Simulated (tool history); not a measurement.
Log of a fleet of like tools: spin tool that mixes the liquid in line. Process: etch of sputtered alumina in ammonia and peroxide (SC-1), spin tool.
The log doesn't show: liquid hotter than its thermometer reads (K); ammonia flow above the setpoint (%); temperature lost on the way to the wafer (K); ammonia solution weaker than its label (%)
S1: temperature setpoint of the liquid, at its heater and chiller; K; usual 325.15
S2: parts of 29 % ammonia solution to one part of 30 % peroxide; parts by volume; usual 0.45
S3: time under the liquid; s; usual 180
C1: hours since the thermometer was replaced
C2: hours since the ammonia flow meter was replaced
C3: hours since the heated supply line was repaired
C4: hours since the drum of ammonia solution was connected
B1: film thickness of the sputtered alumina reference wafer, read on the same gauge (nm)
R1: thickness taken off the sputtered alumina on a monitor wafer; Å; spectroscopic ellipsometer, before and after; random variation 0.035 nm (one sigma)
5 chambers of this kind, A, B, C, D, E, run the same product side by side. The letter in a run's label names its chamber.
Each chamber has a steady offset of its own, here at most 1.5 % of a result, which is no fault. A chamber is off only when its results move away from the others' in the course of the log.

run,hour,S1,S2,S3,C1,C2,C3,C4,B1,R1
1D,7.3,325.15,0.45,180,2375.1,83.2,296.8,377.6,89.993,98.543
2E,22,325.15,0.45,180,1851,970.6,262.2,178.4,90.008,98.979
# hour 27.4: chamber D: new drum of ammonia solution connected
3B,32.3,325.15,0.45,180,314.9,386.1,1523.3,136.5,89.998,98.26
4C,43.5,325.15,0.45,180,631.4,908.2,67.1,544.2,90.034,98.159
# hour 53.4: chamber A: new drum of ammonia solution connected
5A,53.8,325.15,0.45,180,891.3,144,244.9,0.5,90.024,97.394
6C,61.6,325.15,0.45,180,649.5,926.3,85.2,562.3,90.011,97.712
7E,74.1,322.15,0.45,245,1903.1,1022.7,314.3,230.5,89.967,111.99
8B,81.1,322.15,0.45,245,363.7,434.9,1572.1,185.3,89.964,113.98
9D,91.7,322.15,0.45,245,2459.5,167.6,381.2,64.3,89.968,114.52
10A,99.4,322.15,0.45,245,936.9,189.6,290.5,46.1,90.015,112.94
11A,109.2,322.15,0.45,245,946.7,199.4,300.3,55.9,89.987,112.7
12B,122.3,325.15,0.45,180,404.9,476.1,1613.3,226.5,90.026,97.654
13D,132,325.15,0.45,180,2499.8,207.9,421.5,104.6,90.014,99.497
14E,143.7,325.15,0.45,180,1972.7,1092.3,383.9,300.1,90.02,97.691
15C,151.5,325.15,0.45,180,739.4,1016.2,175.1,652.2,89.99,97.758
16E,161,325.15,0.45,180,1990,1109.6,401.2,317.4,89.988,96.634
17B,171.2,325.15,0.45,180,453.8,525,1662.2,275.4,89.969,97.908
18A,185.9,325.15,0.45,180,1023.4,276.1,377,132.6,89.949,97.968
19D,201.1,325.15,0.45,180,2568.9,277,490.6,173.7,89.983,98.92
20C,212.3,325.15,0.45,180,800.2,1077,235.9,713,90.056,98.113
21C,222.1,325.15,0.45,180,810,1086.8,245.7,722.8,90.051,97.454
# hour 223.4: chamber C: new drum of ammonia solution connected
22E,231.7,325.15,0.45,180,2060.7,1180.3,471.9,388.1,90.001,96.119
23A,245.4,325.15,0.45,180,1082.9,335.6,436.5,192.1,90.018,97.79
24D,257.6,325.15,0.45,180,2625.4,333.5,547.1,230.2,89.976,98.851
# hour 262.3: chamber B: new drum of ammonia solution connected
25B,265.1,325.15,0.45,180,547.7,618.9,1756.1,2.8,89.974,98.303
26B,271.9,325.15,0.45,180,554.5,625.7,1762.9,9.6,89.999,98.396
27A,283.9,325.15,0.45,180,1121.4,374.1,475,230.6,89.996,97.163
# hour 296.1: chamber D: thermometer replaced
28D,297.1,325.15,0.45,180,1.1,373,586.6,269.7,89.982,99.496
29E,306.6,325.15,0.45,180,2135.6,1255.2,546.8,463,90.012,95.211
# hour 309.5: chamber B: ammonia flow meter replaced
30C,317.9,321.15,0.25,180,905.8,1182.6,341.5,94.5,90.035,74.584
31E,324.5,321.15,0.25,180,2153.5,1273.1,564.7,480.9,90.009,72.082
# hour 325.8: chamber D: new drum of ammonia solution connected
32C,336.3,321.15,0.25,180,924.2,1201,359.9,112.9,89.953,74.216
33D,347.3,321.15,0.25,180,51.3,423.2,636.8,21.6,89.981,75.497
34B,356,321.15,0.25,180,638.6,46.5,1847,93.7,90.013,73.976
35A,363.7,325.15,0.45,180,1201.2,453.9,554.8,310.4,90.029,97.479
# hour 364: chamber E: new drum of ammonia solution connected
36D,372.4,325.15,0.45,180,76.4,448.3,661.9,46.7,89.996,99.094
37B,379.4,325.15,0.45,180,662,69.9,1870.4,117.1,89.98,97.374
38A,388.4,325.15,0.45,180,1225.9,478.6,579.5,335.1,90.02,96.878
39E,398.8,325.15,0.45,180,2227.8,1347.4,639,34.8,90.002,94.762
40C,405.7,325.15,0.45,180,993.6,1270.4,429.3,182.3,89.99,98.731
41E,414.3,330.15,0.6,180,2243.3,1362.9,654.5,50.3,89.98,127.62

Is one chamber off against the others, does the gauge drift, or is nothing wrong? If a chamber is off, say which, and what the likeliest cause is.

Chamber E drifts away from the others.
Cause: temperature lost on the way to the wafer (K) = 0.707.
The log may not tell that from: liquid colder than its thermometer reads (K).

Here are 4 candidates for chamber E's next run, each the usual settings with a change, their results left as question marks. Which one brings its results back in line with what the others give on the usual settings?
In line means no further than this from the other chambers' mean on the usual settings: R1 1.2 Å
42E-1,425.2,325.15,0.3,180,,,,,,?
42E-2,425.2,325.15,0.65,180,,,,,,?
42E-3,425.2,325.15,0.55,180,,,,,,?
42E-4,425.2,325.15,0.4,180,,,,,,?

The other chambers' mean on the usual settings: R1 98.203 Å
run,R1
42E-1,90.992
42E-2,97.945
42E-3,96.402
42E-4,93.526
42E-2 brings the chamber back in line.
